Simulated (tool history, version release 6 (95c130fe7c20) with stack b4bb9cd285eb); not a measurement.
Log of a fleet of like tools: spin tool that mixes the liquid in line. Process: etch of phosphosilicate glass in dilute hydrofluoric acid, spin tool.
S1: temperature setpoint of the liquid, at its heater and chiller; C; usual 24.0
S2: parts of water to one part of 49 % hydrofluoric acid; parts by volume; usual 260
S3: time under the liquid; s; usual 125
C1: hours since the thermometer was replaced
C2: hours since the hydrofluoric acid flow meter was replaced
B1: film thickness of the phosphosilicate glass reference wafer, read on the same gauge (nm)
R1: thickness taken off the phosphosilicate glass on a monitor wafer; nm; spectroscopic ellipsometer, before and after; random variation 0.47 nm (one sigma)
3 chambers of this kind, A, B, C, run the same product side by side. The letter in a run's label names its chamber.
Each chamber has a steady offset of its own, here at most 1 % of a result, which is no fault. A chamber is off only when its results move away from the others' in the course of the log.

run   hour    S1   S2   S3      C1     C2      B1      R1
 1B    7.5  24.0  260  125  1802.3  293.1  89.998  49.149
 2A   15.7  24.0  260  125   852.0  308.4  90.007  49.359
 3C   22.4  24.0  260  125  1653.0  666.9  89.994  49.555
 4A   27.8  24.0  260  125   864.1  320.5  89.998  49.484
 5C   37.4  24.0  260  125  1668.0  681.9  90.007  49.577
 6B   44.9  24.0  260  125  1839.7  330.5  89.999  49.013
 7B   53.3  24.0  260  125  1848.1  338.9  90.013  49.798
 8A   61.7  24.0  260  125   898.0  354.4  89.978  49.817
 9C   70.0  24.0  260  125  1700.6  714.5  90.007  49.341
10A   75.0  28.5  260  125   911.3  367.7  90.005  59.029
11B   82.7  28.5  260  125  1877.5  368.3  90.000  57.402
12C   88.9  28.5  260  125  1719.5  733.4  90.004  56.940
13C   98.4  24.0  260  125  1729.0  742.9  90.029  49.825
14A  104.3  24.0  260  125   940.6  397.0  90.002  50.016
15B  109.2  24.0  260  125  1904.0  394.8  89.992  49.809
16B  116.4  24.0  260  125  1911.2  402.0  90.016  49.042
17C  125.5  24.0  260  125  1756.1  770.0  89.997  50.509
18A  131.9  27.5  260  125   968.2  424.6  90.008  55.787
19C  137.7  27.5  260  125  1768.3  782.2  90.005  56.311
20B  146.6  27.5  260  125  1941.4  432.2  89.994  55.086
     147.5  -- chamber B: hydrofluoric acid flow meter replaced
21A  154.0  24.0  260  125   990.3  446.7  89.992  50.246
22C  162.6  24.0  260  125  1793.2  807.1  89.982  50.104
23B  169.4  24.0  260  125  1964.2   22.0  89.997  49.060
24A  176.2  24.0  260  125  1012.5  468.9  90.036  50.165
25B  181.2  24.0  260  125  1976.0   33.8  90.016  49.110
26C  189.0  24.0  260  125  1819.6  833.5  90.051  48.482
27A  193.2  24.0  260  125  1029.5  485.9  89.984  49.517
28B  202.7  24.0  260  125  1997.5   55.3  90.002  48.764
29A  210.1  24.0  260  125  1046.4  502.8  90.002  49.618
30C  219.4  26.5  260   70  1850.0  863.9  89.992  29.697
31C  227.0  26.5  260   70  1857.6  871.5  89.991  29.898
32B  234.7  26.5  260   70  2029.5   87.3  89.990  30.020
33A  239.1  24.0  260  125  1075.4  531.8  90.019  50.426
     243.3  -- chamber A: thermometer replaced
     244.3  -- chamber B: thermometer replaced
34B  247.7  24.0  260  125     3.4  100.3  90.004  50.522
35A  255.7  24.0  260  125    12.4  548.4  89.956  49.329
36C  265.2  24.0  260  125  1895.8  909.7  89.962  46.907
37A  269.8  24.0  350  125    26.5  562.5  90.015  33.174
38C  274.0  24.0  350  125  1904.6  918.5  90.016  32.596
39B  278.9  24.0  350  125    34.6  131.5  89.995  33.674
40A  287.7  24.0  260  125    44.4  580.4  90.007  49.260
41C  296.6  24.0  260  125  1927.2  941.1  90.004  47.490
42B  301.6  28.5  345  125    57.3  154.2  90.011  40.040

Is one chamber off against the others, does the gauge drift, or is nothing wrong? If a chamber is off, say which, and what the likeliest cause is.

Chamber C drifts away from the others.
Cause: liquid colder than its thermometer reads (K) = 1.58.
The log may not tell that from: hydrofluoric acid flow below the setpoint (%).

Here are 4 candidates for chamber C's next run, each the usual settings with a change, their results left as question marks. Which one brings its results back in line with what the others give on the usual settings?
In line means no further than this from the other chambers' mean on the usual settings: R1 1.600 nm
43C-1  308.5  24.0  275  120               ?
43C-2  308.5  24.0  255  130               ?
43C-3  308.5  24.0  260  120               ?
43C-4  308.5  24.0  260  140               ?

The other chambers' mean on the usual settings: R1 49.732 nm
  run      R1
43C-1  42.139
43C-2  50.270
43C-3  45.272
43C-4  52.818
43C-2 brings the chamber back in line.

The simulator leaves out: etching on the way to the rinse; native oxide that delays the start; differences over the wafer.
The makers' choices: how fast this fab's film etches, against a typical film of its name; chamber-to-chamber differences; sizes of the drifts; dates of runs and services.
